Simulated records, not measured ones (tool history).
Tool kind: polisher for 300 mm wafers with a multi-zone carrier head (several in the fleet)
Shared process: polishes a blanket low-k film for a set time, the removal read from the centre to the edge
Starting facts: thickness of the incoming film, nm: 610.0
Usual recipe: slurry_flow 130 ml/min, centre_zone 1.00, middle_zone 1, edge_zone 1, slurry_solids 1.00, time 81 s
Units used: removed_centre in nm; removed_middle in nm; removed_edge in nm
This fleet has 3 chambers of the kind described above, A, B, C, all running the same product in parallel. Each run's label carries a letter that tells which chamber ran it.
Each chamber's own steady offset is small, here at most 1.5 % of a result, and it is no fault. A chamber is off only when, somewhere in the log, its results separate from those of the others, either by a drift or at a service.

{"run": "1B", "hour": 7.7, "slurry_flow": 130, "centre_zone": 1.0, "middle_zone": 1, "edge_zone": 1, "slurry_solids": 1.0, "time": 81, "removed_centre": 33.003, "removed_middle": 32.964, "removed_edge": 32.488}
{"hour": 10.9, "done": "chamber C: edge zone pressure recalibrated"}
{"run": "2A", "hour": 13.8, "slurry_flow": 130, "centre_zone": 1.0, "middle_zone": 1, "edge_zone": 1, "slurry_solids": 1.0, "time": 81, "removed_centre": 33.096, "removed_middle": 32.251, "removed_edge": 32.664}
{"run": "3C", "hour": 18.5, "slurry_flow": 130, "centre_zone": 1.0, "middle_zone": 1, "edge_zone": 1, "slurry_solids": 1.0, "time": 81, "removed_centre": 32.839, "removed_middle": 33.179, "removed_edge": 32.411}
{"hour": 19.8, "done": "chamber C: worn pad replaced by a new one"}
{"run": "4C", "hour": 27.1, "slurry_flow": 130, "centre_zone": 1.0, "middle_zone": 1, "edge_zone": 1, "slurry_solids": 1.0, "time": 81, "removed_centre": 32.519, "removed_middle": 32.765, "removed_edge": 31.954}
{"run": "5A", "hour": 34.2, "slurry_flow": 130, "centre_zone": 1.0, "middle_zone": 1, "edge_zone": 1, "slurry_solids": 1.0, "time": 81, "removed_centre": 33.056, "removed_middle": 32.954, "removed_edge": 31.895}
{"run": "6B", "hour": 38.6, "slurry_flow": 130, "centre_zone": 1.0, "middle_zone": 1, "edge_zone": 1, "slurry_solids": 1.0, "time": 81, "removed_centre": 33.07, "removed_middle": 32.926, "removed_edge": 32.748}
{"hour": 42.0, "done": "chamber A: slurry nozzle cleaned"}
{"run": "7A", "hour": 48.6, "slurry_flow": 130, "centre_zone": 1.0, "middle_zone": 1, "edge_zone": 1, "slurry_solids": 1.0, "time": 81, "removed_centre": 31.947, "removed_middle": 32.674, "removed_edge": 32.092}
{"run": "8C", "hour": 53.8, "slurry_flow": 130, "centre_zone": 1.0, "middle_zone": 1, "edge_zone": 1, "slurry_solids": 1.0, "time": 81, "removed_centre": 32.306, "removed_middle": 33.693, "removed_edge": 32.702}
{"run": "9B", "hour": 59.0, "slurry_flow": 130, "centre_zone": 1.0, "middle_zone": 1, "edge_zone": 1, "slurry_solids": 1.0, "time": 81, "removed_centre": 32.512, "removed_middle": 32.028, "removed_edge": 31.63}
{"run": "10B", "hour": 66.8, "slurry_flow": 130, "centre_zone": 1.11, "middle_zone": 1, "edge_zone": 1, "slurry_solids": 1.0, "time": 81, "removed_centre": 36.82, "removed_middle": 32.382, "removed_edge": 33.381}
{"run": "11C", "hour": 73.9, "slurry_flow": 130, "centre_zone": 1.11, "middle_zone": 1, "edge_zone": 1, "slurry_solids": 1.0, "time": 81, "removed_centre": 35.845, "removed_middle": 32.745, "removed_edge": 33.136}
{"run": "12A", "hour": 80.8, "slurry_flow": 130, "centre_zone": 1.11, "middle_zone": 1, "edge_zone": 1, "slurry_solids": 1.0, "time": 81, "removed_centre": 35.47, "removed_middle": 31.566, "removed_edge": 32.453}
{"hour": 84.6, "done": "chamber B: worn pad replaced by a new one"}
{"run": "13A", "hour": 90.1, "slurry_flow": 130, "centre_zone": 1.0, "middle_zone": 1, "edge_zone": 1, "slurry_solids": 1.0, "time": 81, "removed_centre": 31.779, "removed_middle": 31.464, "removed_edge": 31.723}
{"hour": 97.3, "done": "chamber C: worn pad replaced by a new one"}
{"run": "14B", "hour": 98.1, "slurry_flow": 130, "centre_zone": 1.0, "middle_zone": 1, "edge_zone": 1, "slurry_solids": 1.0, "time": 81, "removed_centre": 32.775, "removed_middle": 32.804, "removed_edge": 33.189}
{"run": "15C", "hour": 104.4, "slurry_flow": 130, "centre_zone": 1.0, "middle_zone": 1, "edge_zone": 1, "slurry_solids": 1.0, "time": 81, "removed_centre": 33.039, "removed_middle": 32.915, "removed_edge": 32.049}
{"run": "16B", "hour": 110.6, "slurry_flow": 130, "centre_zone": 1.0, "middle_zone": 1, "edge_zone": 1, "slurry_solids": 0.7, "time": 101, "removed_centre": 34.021, "removed_middle": 33.74, "removed_edge": 34.961}
{"run": "17C", "hour": 115.0, "slurry_flow": 130, "centre_zone": 1.0, "middle_zone": 1, "edge_zone": 1, "slurry_solids": 0.7, "time": 101, "removed_centre": 33.959, "removed_middle": 35.264, "removed_edge": 34.008}
{"run": "18A", "hour": 119.5, "slurry_flow": 130, "centre_zone": 1.0, "middle_zone": 1, "edge_zone": 1, "slurry_solids": 0.7, "time": 101, "removed_centre": 32.366, "removed_middle": 32.834, "removed_edge": 33.029}
{"run": "19C", "hour": 125.0, "slurry_flow": 130, "centre_zone": 1.0, "middle_zone": 1, "edge_zone": 1, "slurry_solids": 1.0, "time": 81, "removed_centre": 32.667, "removed_middle": 32.924, "removed_edge": 32.731}
{"run": "20A", "hour": 130.2, "slurry_flow": 130, "centre_zone": 1.0, "middle_zone": 1, "edge_zone": 1, "slurry_solids": 1.0, "time": 81, "removed_centre": 30.824, "removed_middle": 31.225, "removed_edge": 30.642}

The same settings go to every chamber for the next run, one line per chamber below. Forecast the results for each:
{"run": "21A", "hour": 137.4, "slurry_flow": 130, "centre_zone": 1.0, "middle_zone": 1, "edge_zone": 1, "slurry_solids": 1.15, "time": 81, "removed_centre": "?", "removed_middle": "?", "removed_edge": "?"}
{"run": "21B", "hour": 137.4, "slurry_flow": 130, "centre_zone": 1.0, "middle_zone": 1, "edge_zone": 1, "slurry_solids": 1.15, "time": 81, "removed_centre": "?", "removed_middle": "?", "removed_edge": "?"}
{"run": "21C", "hour": 137.4, "slurry_flow": 130, "centre_zone": 1.0, "middle_zone": 1, "edge_zone": 1, "slurry_solids": 1.15, "time": 81, "removed_centre": "?", "removed_middle": "?", "removed_edge": "?"}

run=21A removed_centre=32.753 removed_middle=32.554 removed_edge=32.741
run=21B removed_centre=34.948 removed_middle=34.554 removed_edge=34.862
run=21C removed_centre=34.771 removed_middle=35.316 removed_edge=33.879
